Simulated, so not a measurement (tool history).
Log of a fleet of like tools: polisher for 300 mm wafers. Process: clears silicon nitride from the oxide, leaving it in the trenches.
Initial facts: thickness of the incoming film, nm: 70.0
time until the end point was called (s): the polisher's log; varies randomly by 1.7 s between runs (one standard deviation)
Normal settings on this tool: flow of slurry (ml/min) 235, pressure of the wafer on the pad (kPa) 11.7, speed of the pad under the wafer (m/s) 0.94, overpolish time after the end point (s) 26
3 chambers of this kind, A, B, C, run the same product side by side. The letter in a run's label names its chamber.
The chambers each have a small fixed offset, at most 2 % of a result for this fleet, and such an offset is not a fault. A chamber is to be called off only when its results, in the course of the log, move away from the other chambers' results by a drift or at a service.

run    day  flow of slurry (ml/min)  pressure of the wafer on the pad (kPa)  speed of the pad under the wafer (m/s)  overpolish time after the end point (s)  time until the end point was called (s)
 1C  0.242                      235                                    11.7                                    0.94                                       26                                   153.74
 2B  0.396                      235                                    11.7                                    0.94                                       26                                   153.41
 3A   0.55                      235                                    11.7                                    0.94                                       26                                   151.89
 4A    0.8                      235                                    11.7                                    0.94                                       26                                    150.3
 5C  0.921                      235                                    11.7                                    0.94                                       26                                   156.04
 6B  1.138                      235                                    11.7                                    0.94                                       26                                   155.75
 7C  1.371                      235                                    11.7                                    0.94                                       26                                   154.53
     1.483  -- chamber C: slurry nozzle cleaned
 8B  1.508                      235                                    11.7                                    0.94                                       26                                   155.63
 9A  1.758                      235                                    11.7                                    0.94                                       26                                   152.93
10A   1.95                      235                                    11.7                                    0.94                                       26                                   149.71
11B  2.142                      235                                    11.7                                    0.94                                       26                                   152.25
12C  2.308                      235                                    11.7                                    0.94                                       26                                   150.91
13A  2.538                      235                                    11.7                                    0.94                                       26                                   153.97
     2.612  -- chamber C: worn pad replaced by a new one
14C  2.729                      235                                    10.3                                    0.94                                       26                                   171.28
     2.771  -- chamber A: head pressure recalibrated
15B  2.975                      235                                    10.3                                    0.94                                       26                                   173.27
     3.071  -- chamber A: worn pad replaced by a new one
16C  3.225                      235                                    10.3                                    0.94                                       26                                   171.62
17B  3.442                      235                                    11.7                                    0.94                                       26                                   156.17
18A  3.629                      235                                    11.7                                    0.94                                       26                                   163.24
19B  3.812                      235                                    11.7                                    0.94                                       26                                   157.46
20A  3.954                      235                                    15.2                                    0.94                                       26                                   124.78
21C  4.088                      235                                    15.2                                    0.94                                       26                                   120.96
22C  4.246                      235                                    15.2                                    0.94                                       26                                   117.28
23B  4.421                      235                                    11.7                                    0.94                                       26                                   156.72
24A  4.675                      235                                    11.7                                    0.94                                       26                                   159.98
25C  4.896                      235                                    11.7                                    0.94                                       12                                   151.52
26B  5.129                      235                                    11.7                                    0.94                                       12                                   152.38
     5.246  -- chamber B: worn pad replaced by a new one
27A  5.279                      235                                    11.7                                    0.94                                       12                                      161
28C  5.529                      235                                    11.7                                    0.94                                       26                                   152.88
29A  5.712                      235                                     8.3                                    0.84                                       26                                    254.5
30B  5.854                      235                                     8.3                                    0.84                                       26                                   246.76
31B  6.079                      235                                     8.3                                    0.84                                       26                                   248.51
32C  6.262                      235                                    11.7                                    0.94                                       26                                   152.57
33A  6.429                      235                                    11.7                                    0.72                                       26                                   208.71

All 3 chambers run these settings next. Forecast each chamber's results:
34A  6.625                      235                                    11.7                                    0.82                                       26                                        ?
34B  6.625                      235                                    11.7                                    0.82                                       26                                        ?
34C  6.625                      235                                    11.7                                    0.82                                       26                                        ?

run  time until the end point was called (s)
34A                                   186.22
34B                                   178.03
34C                                   175.83

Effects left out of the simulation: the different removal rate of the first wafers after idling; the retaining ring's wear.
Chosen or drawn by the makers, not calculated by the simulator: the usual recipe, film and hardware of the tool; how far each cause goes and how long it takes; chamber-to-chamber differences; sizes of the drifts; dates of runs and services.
